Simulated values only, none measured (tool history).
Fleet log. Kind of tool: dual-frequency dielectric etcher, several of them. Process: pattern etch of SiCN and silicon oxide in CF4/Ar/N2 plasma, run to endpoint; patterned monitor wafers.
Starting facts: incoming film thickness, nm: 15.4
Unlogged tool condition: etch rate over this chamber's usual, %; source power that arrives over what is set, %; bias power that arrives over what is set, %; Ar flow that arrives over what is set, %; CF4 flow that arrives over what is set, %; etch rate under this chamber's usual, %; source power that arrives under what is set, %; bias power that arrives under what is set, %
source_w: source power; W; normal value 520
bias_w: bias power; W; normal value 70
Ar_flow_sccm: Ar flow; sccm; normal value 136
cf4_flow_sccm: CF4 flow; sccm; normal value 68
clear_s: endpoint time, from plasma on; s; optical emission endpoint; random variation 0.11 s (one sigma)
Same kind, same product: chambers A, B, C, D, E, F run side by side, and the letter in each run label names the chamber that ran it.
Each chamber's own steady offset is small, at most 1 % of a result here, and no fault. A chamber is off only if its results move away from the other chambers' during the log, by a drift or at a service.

run     day  source_w  bias_w  Ar_flow_sccm  cf4_flow_sccm  hours since the last wet clean  hours since the last source power generator calibration  hours since the last bias power generator calibration  hours since the last Ar flow controller change  hours since the last CF4 flow controller change  clear_s
 1B   0.358       520      70           136             68                           186.6                                                    726.2                                                 1904.3                                           930.1                                           1102.1   16.843
      0.771  -- chamber C: wet clean of the chamber
      0.942  -- chamber D: wet clean of the chamber
 2F   0.942       520      70           136             68                           354.6                                                   2723.8                                                 1153.9                                           722.1                                           1115.9    16.86
 3D   1.575       520      70           136             68                            15.3                                                    906.6                                                  416.3                                           878.1                                           1127.3   16.635
 4A     1.9       520      70           136             68                           377.3                                                    729.9                                                 2745.3                                          2103.1                                           3363.9   16.582
 5E   2.225       520      70           136             68                           212.6                                                   3656.3                                                  418.2                                          3641.3                                           3045.8   16.862
 6C   2.879       520      70           136             68                            50.7                                                   1825.2                                                 1906.8                                          1642.3                                           2920.7   16.654
 7F     3.5       520      70           136             68                             416                                                   2785.2                                                 1215.3                                           783.5                                           1177.3   16.856
 8A   4.067       520      70           136             68                           429.3                                                    781.9                                                 2797.3                                          2155.1                                           3415.9   16.664
 9D   4.642       520      70           136             68                            88.9                                                    980.2                                                  489.9                                           951.7                                           1200.9   16.531
10C   5.038       520      70           136             68                           102.5                                                     1877                                                 1958.6                                          1694.1                                           2972.5   16.715
11E   5.446       520      70           136             68                           289.9                                                   3733.6                                                  495.5                                          3718.6                                           3123.1   16.752
12B   5.796       520      70           136             68                           317.1                                                    856.7                                                 2034.8                                          1060.6                                           1232.6   16.863
      5.912  -- chamber A: wet clean of the chamber
13A   6.179       520      70           136             68                             6.4                                                    832.6                                                   2848                                          2205.8                                           3466.6    16.69
14B   6.671       520      70           136             68                           338.1                                                    877.7                                                 2055.8                                          1081.6                                           1253.6   16.689
15F   7.204       520      70           136             68                           504.9                                                   2874.1                                                 1304.2                                           872.4                                           1266.2   16.985
16D   7.846       520      70           136             68                           165.8                                                   1057.1                                                  566.8                                          1028.6                                           1277.8   16.663
17E   8.183       520      70           136             68                           355.6                                                   3799.3                                                  561.2                                          3784.3                                           3188.8     16.6
18C   8.812       520      70           136             68                           193.1                                                   1967.6                                                 2049.2                                          1784.7                                           3063.1   16.591
19B   9.392       520      70           136             68                           403.4                                                      943                                                 2121.1                                          1146.9                                           1318.9   16.944
      9.483  -- chamber B: wet clean of the chamber
20F   9.683       520      70           136             68                           564.4                                                   2933.6                                                 1363.7                                           931.9                                           1325.7   16.979
21D  10.325       520      70           136             68                           225.3                                                   1116.6                                                  626.3                                          1088.1                                           1337.3   16.706
     10.842  -- chamber C: CF4 flow controller replaced
22C  10.929       520      70           136             68                           243.9                                                   2018.4                                                   2100                                          1835.5                                              2.2   16.561
23E  11.429       520      70           136             68                           433.5                                                   3877.2                                                  639.1                                          3862.2                                           3266.7   16.865
     11.929  -- chamber F: wet clean of the chamber
24A  12.062       520      70           136             68                           147.6                                                    973.8                                                 2989.2                                            2347                                           3607.8   16.502
25D  12.671       520      70           136             68                           281.6                                                   1172.9                                                  682.6                                          1144.4                                           1393.6   16.557
26B  13.125       520      70           136             68                            87.5                                                   1032.6                                                 2210.7                                          1236.5                                           1408.5   16.806
27E  13.446       520      70           136             68                           481.9                                                   3925.6                                                  687.5                                          3910.6                                           3315.1   16.735
28A  14.038       520      70           136             68                             195                                                   1021.2                                                 3036.6                                          2394.4                                           3655.2   16.591
29C  14.596       520      70           136             68                           331.9                                                   2106.4                                                   2188                                          1923.5                                             90.2   16.937
30F  15.196       520      70           136             68                            78.4                                                   3065.9                                                   1496                                          1064.2                                             1458    16.85
31E    15.7       520      70           136             68                             536                                                   3979.7                                                  741.6                                          3964.7                                           3369.2   16.723
     15.875  -- chamber E: wet clean of the chamber
32C  16.167       520      70           136             68                           369.6                                                   2144.1                                                 2225.7                                          1961.2                                            127.9   16.605
33F  16.817       520      70           136             68                           117.3                                                   3104.8                                                 1534.9                                          1103.1                                           1496.9   16.904
34A  17.104       520      70           136             68                           268.6                                                   1094.8                                                 3110.2                                            2468                                           3728.8   16.722
35B  17.592       520      70           136             68                           194.7                                                   1139.8                                                 2317.9                                          1343.7                                           1515.7   16.833
     17.792  -- chamber F: source power generator calibrated
36D  18.262       520      70           136             68                           415.8                                                   1307.1                                                  816.8                                          1278.6                                           1527.8   16.959
37A  18.917       520      70           136             68                           312.1                                                   1138.3                                                 3153.7                                          2511.5                                           3772.3   16.467
38E  19.283       520      70           136             68                            81.9                                                   4065.7                                                  827.6                                          4050.7                                           3455.2   16.517
39F  19.812       520      70           169             68                           189.2                                                     48.6                                                 1606.8                                            1175                                           1568.8   17.275
40B  20.404       520      70           169             68                           262.2                                                   1207.3                                                 2385.4                                          1411.2                                           1583.2   17.363

What goes on in this fleet: one chamber off, a drifting gauge, or nothing beyond the chambers' own small offsets? Name the chamber and the cause, if any.

The fleet is healthy, with each chamber sitting at its usual small offset and no drift in the gauge.
